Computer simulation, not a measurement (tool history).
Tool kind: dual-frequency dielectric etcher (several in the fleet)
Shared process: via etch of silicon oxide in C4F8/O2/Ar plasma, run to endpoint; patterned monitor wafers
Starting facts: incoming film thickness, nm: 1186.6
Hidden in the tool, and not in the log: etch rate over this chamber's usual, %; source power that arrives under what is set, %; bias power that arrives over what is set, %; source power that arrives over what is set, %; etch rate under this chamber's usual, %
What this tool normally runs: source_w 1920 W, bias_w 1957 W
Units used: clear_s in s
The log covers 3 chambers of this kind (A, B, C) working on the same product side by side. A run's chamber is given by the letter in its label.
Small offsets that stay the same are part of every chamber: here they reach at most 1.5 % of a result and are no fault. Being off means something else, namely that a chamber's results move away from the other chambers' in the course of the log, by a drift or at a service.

| run | hour | source_w | bias_w | hours since the last wet clean | hours since the last source power generator calibration | hours since the last bias power generator calibration | clear_s |
|---|---|---|---|---|---|---|---|
| 1C | 4.0 | 1920 | 1957 | 278.2 | 2310.9 | 2408.8 | 241.31 |
| 2A | 7.6 | 1920 | 1957 | 242.1 | 3969.2 | 1053.1 | 239.89 |
| 3B | 10.8 | 1920 | 1957 | 254.5 | 3477.2 | 3052.4 | 240.70 |
| 4C | 14.3 | 1920 | 1957 | 288.5 | 2321.2 | 2419.1 | 243.04 |
| 5B | 21.4 | 1920 | 1957 | 265.1 | 3487.8 | 3063.0 | 242.90 |
| 6A | 26.1 | 1920 | 1957 | 260.6 | 3987.7 | 1071.6 | 239.02 |
| 7B | 32.5 | 1920 | 1957 | 276.2 | 3498.9 | 3074.1 | 241.72 |
| 8A | 38.3 | 1920 | 1957 | 272.8 | 3999.9 | 1083.8 | 239.02 |
| 9C | 42.3 | 1920 | 1957 | 316.5 | 2349.2 | 2447.1 | 241.20 |
| 10A | 48.8 | 1920 | 1957 | 283.3 | 4010.4 | 1094.3 | 238.89 |
| 11C | 54.8 | 1920 | 1957 | 329.0 | 2361.7 | 2459.6 | 244.44 |
|  | 59.7 | chamber C: wet clean of the chamber |
| 12B | 60.2 | 1920 | 1957 | 303.9 | 3526.6 | 3101.8 | 237.59 |
| 13A | 63.9 | 1920 | 1957 | 298.4 | 4025.5 | 1109.4 | 243.07 |
| 14C | 69.5 | 1920 | 1957 | 9.8 | 2376.4 | 2474.3 | 238.90 |
| 15B | 74.4 | 1730 | 2416 | 318.1 | 3540.8 | 3116.0 | 231.58 |
| 16B | 80.8 | 1730 | 2416 | 324.5 | 3547.2 | 3122.4 | 229.57 |
| 17C | 86.0 | 1730 | 2416 | 26.3 | 2392.9 | 2490.8 | 234.19 |
| 18A | 90.6 | 1920 | 1957 | 325.1 | 4052.2 | 1136.1 | 242.26 |
| 19A | 95.3 | 1920 | 1957 | 329.8 | 4056.9 | 1140.8 | 240.30 |
| 20C | 101.6 | 1920 | 1957 | 41.9 | 2408.5 | 2506.4 | 238.65 |
| 21B | 106.5 | 1920 | 1957 | 350.2 | 3572.9 | 3148.1 | 233.85 |
|  | 110.7 | chamber A: source power generator calibrated |
| 22C | 113.1 | 1920 | 1957 | 53.4 | 2420.0 | 2517.9 | 240.20 |
| 23A | 116.8 | 1920 | 1957 | 351.3 | 6.1 | 1162.3 | 241.51 |
| 24B | 122.1 | 1920 | 1957 | 365.8 | 3588.5 | 3163.7 | 233.09 |
|  | 122.5 | chamber A: wet clean of the chamber |
| 25B | 126.3 | 1920 | 1957 | 370.0 | 3592.7 | 3167.9 | 232.18 |
| 26A | 132.0 | 1920 | 1957 | 9.6 | 21.3 | 1177.5 | 238.43 |
|  | 134.9 | chamber C: source power generator calibrated |
| 27C | 138.3 | 1920 | 1957 | 78.6 | 3.5 | 2543.1 | 240.71 |
| 28C | 143.8 | 1920 | 1957 | 84.1 | 9.0 | 2548.6 | 238.74 |
| 29A | 148.6 | 1920 | 1957 | 26.2 | 37.9 | 1194.1 | 237.72 |
| 30B | 155.2 | 2170 | 1796 | 398.9 | 3621.6 | 3196.8 | 224.98 |

Which is it: a chamber that has drifted or been left off by a service, a gauge drift common to all chambers, or only each chamber's usual small offset? If a chamber is off, name it and its likeliest cause.

One chamber, B, drifts off from the rest bit by bit.
What lies behind it: etch rate over this chamber's usual, % = 4.65.

Which of the 4 candidates below, each the usual settings with something changed and its results left as question marks, puts chamber B back in line with what the other chambers give on the usual settings?
A result is in line if it is within this distance of the other chambers' mean on the usual settings: clear_s 4.90 s
| 31B-1 | 160.4 | 1920 | 1690 |  |  |  | ? |
| 31B-2 | 160.4 | 1920 | 2471 |  |  |  | ? |
| 31B-3 | 160.4 | 1590 | 1957 |  |  |  | ? |
| 31B-4 | 160.4 | 2040 | 2050 |  |  |  | ? |

What the other chambers average on the usual settings: clear_s 239.53 s
| run | clear_s |
|---|---|
| 31B-1 | 240.21 |
| 31B-2 | 214.85 |
| 31B-3 | 248.32 |
| 31B-4 | 221.79 |
31B-1 is the one that brings the chamber's results back in line with the other chambers.

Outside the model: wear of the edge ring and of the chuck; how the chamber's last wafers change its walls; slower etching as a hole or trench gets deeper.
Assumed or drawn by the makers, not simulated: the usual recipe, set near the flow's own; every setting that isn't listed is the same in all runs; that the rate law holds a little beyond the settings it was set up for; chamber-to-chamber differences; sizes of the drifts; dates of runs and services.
